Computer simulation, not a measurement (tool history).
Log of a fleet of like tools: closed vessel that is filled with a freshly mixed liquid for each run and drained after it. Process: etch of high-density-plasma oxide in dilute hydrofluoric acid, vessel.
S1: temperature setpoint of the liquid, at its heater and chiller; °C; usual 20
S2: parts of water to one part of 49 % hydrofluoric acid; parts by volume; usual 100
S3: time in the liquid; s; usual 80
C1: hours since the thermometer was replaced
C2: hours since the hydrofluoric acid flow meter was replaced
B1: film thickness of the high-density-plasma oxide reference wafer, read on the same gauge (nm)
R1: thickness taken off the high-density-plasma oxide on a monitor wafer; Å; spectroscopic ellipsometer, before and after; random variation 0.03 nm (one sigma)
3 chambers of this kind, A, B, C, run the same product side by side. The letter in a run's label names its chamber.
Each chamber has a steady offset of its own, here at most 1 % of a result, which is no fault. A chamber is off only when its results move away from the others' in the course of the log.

| run | day | S1 | S2 | S3 | C1 | C2 | B1 | R1 |
|---|---|---|---|---|---|---|---|---|
| 1C | 0.421 | 20 | 100 | 80 | 630.1 | 188.4 | 109.97 | 39.232 |
| 2B | 0.721 | 20 | 100 | 80 | 2316.8 | 241.2 | 109.99 | 39.733 |
| 3A | 1.171 | 20 | 100 | 80 | 472.9 | 464 | 110.03 | 39.24 |
| 4C | 1.554 | 20 | 100 | 80 | 657.3 | 215.6 | 109.99 | 38.883 |
| 5B | 1.929 | 20 | 80 | 80 | 2345.8 | 270.2 | 110.04 | 50.983 |
| 6A | 2.438 | 20 | 80 | 80 | 503.3 | 494.4 | 109.99 | 51.368 |
| 7C | 2.708 | 20 | 80 | 80 | 685 | 243.3 | 110.01 | 50.104 |
| 8A | 3.142 | 20 | 100 | 80 | 520.2 | 511.3 | 110 | 40.022 |
| 9B | 3.662 | 20 | 100 | 80 | 2387.4 | 311.8 | 109.97 | 39.75 |
| 10B | 3.967 | 20 | 100 | 80 | 2394.7 | 319.1 | 110.01 | 39.421 |
| 11C | 4.5 | 20 | 100 | 80 | 728 | 286.3 | 110.03 | 39.281 |
| 12A | 4.775 | 20 | 100 | 80 | 559.4 | 550.5 | 110.02 | 40.148 |
| 13C | 5.329 | 20 | 100 | 80 | 747.9 | 306.2 | 109.99 | 39.044 |
| 14B | 5.888 | 24 | 140 | 80 | 2440.8 | 365.2 | 110 | 31.722 |
| 15A | 6.175 | 24 | 140 | 80 | 593 | 584.1 | 110 | 31.891 |
| 16B | 6.654 | 24 | 140 | 80 | 2459.2 | 383.6 | 109.99 | 31.704 |
| 17C | 7.138 | 20 | 100 | 80 | 791.3 | 349.6 | 110.05 | 38.84 |
| 18A | 7.55 | 20 | 70 | 40 | 626 | 617.1 | 110.02 | 30.757 |
| 19C | 7.888 | 20 | 70 | 40 | 809.3 | 367.6 | 109.98 | 29.173 |
| 20A | 8.279 | 20 | 70 | 40 | 643.5 | 634.6 | 110.02 | 31.167 |
| 21B | 8.546 | 23 | 100 | 35 | 2504.6 | 429 | 110 | 19.836 |
| 22B | 8.971 | 23 | 100 | 35 | 2514.8 | 439.2 | 110 | 19.587 |

Is one chamber off against the others, does the gauge drift, or is nothing wrong? If a chamber is off, say which, and what the likeliest cause is.

Chamber A drifts away from the others.
Cause: liquid hotter than its thermometer reads (K) = 1.46.
The log may not tell that from: hydrofluoric acid flow above the setpoint (%).

Here are 4 candidates for chamber A's next run, each the usual settings with a change, their results left as question marks. Which one brings its results back in line with what the others give on the usual settings?
In line means no further than this from the other chambers' mean on the usual settings: R1 1.1 Å
| 23A-1 | 9.383 | 20 | 95 | 80 |  |  |  | ? |
| 23A-2 | 9.383 | 17.5 | 100 | 80 |  |  |  | ? |
| 23A-3 | 9.383 | 22.5 | 100 | 80 |  |  |  | ? |
| 23A-4 | 9.383 | 18.5 | 100 | 80 |  |  |  | ? |

The other chambers' mean on the usual settings: R1 39.471 Å
| run | R1 |
|---|---|
| 23A-1 | 44.108 |
| 23A-2 | 37.631 |
| 23A-3 | 45.935 |
| 23A-4 | 39.183 |
23A-4 brings the chamber back in line.

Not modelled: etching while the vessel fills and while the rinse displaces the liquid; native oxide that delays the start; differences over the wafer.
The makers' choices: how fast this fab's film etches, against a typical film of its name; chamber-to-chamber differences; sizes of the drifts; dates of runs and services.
